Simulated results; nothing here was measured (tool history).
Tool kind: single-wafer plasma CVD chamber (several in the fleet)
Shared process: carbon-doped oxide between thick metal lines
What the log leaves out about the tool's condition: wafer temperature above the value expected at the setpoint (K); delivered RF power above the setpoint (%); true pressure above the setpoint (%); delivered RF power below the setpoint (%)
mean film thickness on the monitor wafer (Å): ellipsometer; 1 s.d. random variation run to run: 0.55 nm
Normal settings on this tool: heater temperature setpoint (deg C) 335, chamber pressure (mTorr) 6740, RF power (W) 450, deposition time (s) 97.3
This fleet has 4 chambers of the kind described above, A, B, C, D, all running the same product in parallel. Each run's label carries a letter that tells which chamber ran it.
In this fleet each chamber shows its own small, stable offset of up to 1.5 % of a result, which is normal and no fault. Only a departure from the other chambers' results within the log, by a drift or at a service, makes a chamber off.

run   hour  heater temperature setpoint (deg C)  chamber pressure (mTorr)  RF power (W)  deposition time (s)  hours since the last thermocouple change  hours since the last RF generator calibration  hours since the last manometer calibration  read-back reference wafer on the same gauge, thickness_nm  mean film thickness on the monitor wafer (Å)
 1D    7.9                                  335                      6740           450                 97.3                                    1064.4                                           15.8                                       748.0                                                     521.80                                        5021.4
 2A   14.6                                  335                      6740           450                 97.3                                    2203.3                                         1250.5                                       854.8                                                     521.73                                        4953.5
 3B   23.9                                  335                      6740           450                 97.3                                    1844.5                                          380.5                                       652.1                                                     521.81                                        4923.4
 4C   33.6                                  335                      6740           450                 97.3                                     425.8                                          331.3                                      1059.2                                                     521.90                                        5017.4
 5A   42.8                                  335                      6740           450                 80.4                                    2231.5                                         1278.7                                       883.0                                                     521.67                                        4102.7
 6C   52.4                                  335                      6740           450                 80.4                                     444.6                                          350.1                                      1078.0                                                     521.64                                        4138.7
 7D   57.6                                  335                      6740           450                 80.4                                    1114.1                                           65.5                                       797.7                                                     521.63                                        4151.9
 8B   66.0                                  335                      6740           450                 80.4                                    1886.6                                          422.6                                       694.2                                                     521.31                                        4074.8
 9B   70.8                                  335                      6740           450                 97.3                                    1891.4                                          427.4                                       699.0                                                     521.34                                        4910.5
10A   78.8                                  335                      6740           450                 97.3                                    2267.5                                         1314.7                                       919.0                                                     521.50                                        4936.0
11D   84.3                                  335                      6740           450                 97.3                                    1140.8                                           92.2                                       824.4                                                     521.38                                        5016.3
12C   92.6                                  335                      6740           450                 97.3                                     484.8                                          390.3                                      1118.2                                                     521.29                                        5000.9
13D   98.3                                  335                      6740           450                 97.3                                    1154.8                                          106.2                                       838.4                                                     521.18                                        5022.2
14C  103.6                                  335                      6740           450                 97.3                                     495.8                                          401.3                                      1129.2                                                     521.20                                        5006.6
15B  110.8                                  335                      6740           450                 97.3                                    1931.4                                          467.4                                       739.0                                                     521.03                                        4917.9
16A  117.9                                  335                      6740           450                 97.3                                    2306.6                                         1353.8                                       958.1                                                     520.86                                        4941.0
17B  123.4                                  335                      6740           450                 97.3                                    1944.0                                          480.0                                       751.6                                                     521.02                                        4905.9
18A  133.4                                  335                      6740           450                 97.3                                    2322.1                                         1369.3                                       973.6                                                     520.91                                        4949.7
19C  138.8                                  335                      6740           450                 97.3                                     531.0                                          436.5                                      1164.4                                                     520.90                                        5006.4
20D  147.4                                  346                      6740           385                 97.3                                    1203.9                                          155.3                                       887.5                                                     520.91                                        4325.9
21A  156.0                                  346                      6740           385                 97.3                                    2344.7                                         1391.9                                       996.2                                                     520.77                                        4279.5
22C  161.0                                  346                      6740           385                 97.3                                     553.2                                          458.7                                      1186.6                                                     520.70                                        4319.1
23B  168.0                                  346                      6740           385                 97.3                                    1988.6                                          524.6                                       796.2                                                     520.66                                        4237.0
24D  177.9                                  335                      6740           450                 97.3                                    1234.4                                          185.8                                       918.0                                                     520.60                                        5008.8
25D  184.4                                  335                      6740           450                 97.3                                    1240.9                                          192.3                                       924.5                                                     520.50                                        5015.4
26B  194.6                                  335                      7980           450                 97.3                                    2015.2                                          551.2                                       822.8                                                     520.31                                        4959.2
27C  201.5                                  335                      7980           450                 97.3                                     593.7                                          499.2                                      1227.1                                                     520.23                                        5071.8
28A  208.3                                  335                      7980           450                 97.3                                    2397.0                                         1444.2                                      1048.5                                                     520.35                                        5001.1
29C  213.5                                  335                      7980           450                 97.3                                     605.7                                          511.2                                      1239.1                                                     520.25                                        5062.0
     221.3  -- chamber A: thermocouple changed; heater temperature recalibrated
30A  222.2                                  335                      6740           450                 97.3                                       0.9                                         1458.1                                      1062.4                                                     520.31                                        4929.7
     226.9  -- chamber B: thermocouple changed; heater temperature recalibrated
31D  232.2                                  335                      6740           450                 97.3                                    1288.7                                          240.1                                       972.3                                                     520.21                                        5001.9
32B  242.6                                  329                      6740           450                 97.3                                      15.7                                          599.2                                       870.8                                                     520.08                                        5000.1
33C  252.0                                  329                      6740           450                 97.3                                     644.2                                          549.7                                      1277.6                                                     519.96                                        5086.2
34A  256.7                                  329                      6740           450                 97.3                                      35.4                                         1492.6                                      1096.9                                                     519.73                                        5026.6
35B  261.8                                  329                      6740           450                 97.3                                      34.9                                          618.4                                       890.0                                                     520.03                                        4996.9
     264.6  -- chamber D: capacitance manometer re-zeroed and calibrated
36D  269.0                                  335                      6740           450                 97.3                                    1325.5                                          276.9                                         4.5                                                     519.73                                        5005.0
37A  274.6                                  335                      6740           450                 97.3                                      53.3                                         1510.5                                      1114.8                                                     519.75                                        4946.0
38C  279.2                                  335                      6740           450                 97.3                                     671.4                                          576.9                                      1304.8                                                     519.78                                        4987.8

Has any chamber moved away from the others, gradually or after a service, or does the common gauge drift, or do the chambers differ only by their own small steady offsets? State the chamber and the most likely cause if one applies.

It is the gauge, not a chamber: its drift shows up in every chamber's results at once, and no chamber is off.
Likeliest cause: gauge reads low (%) = 0.452.
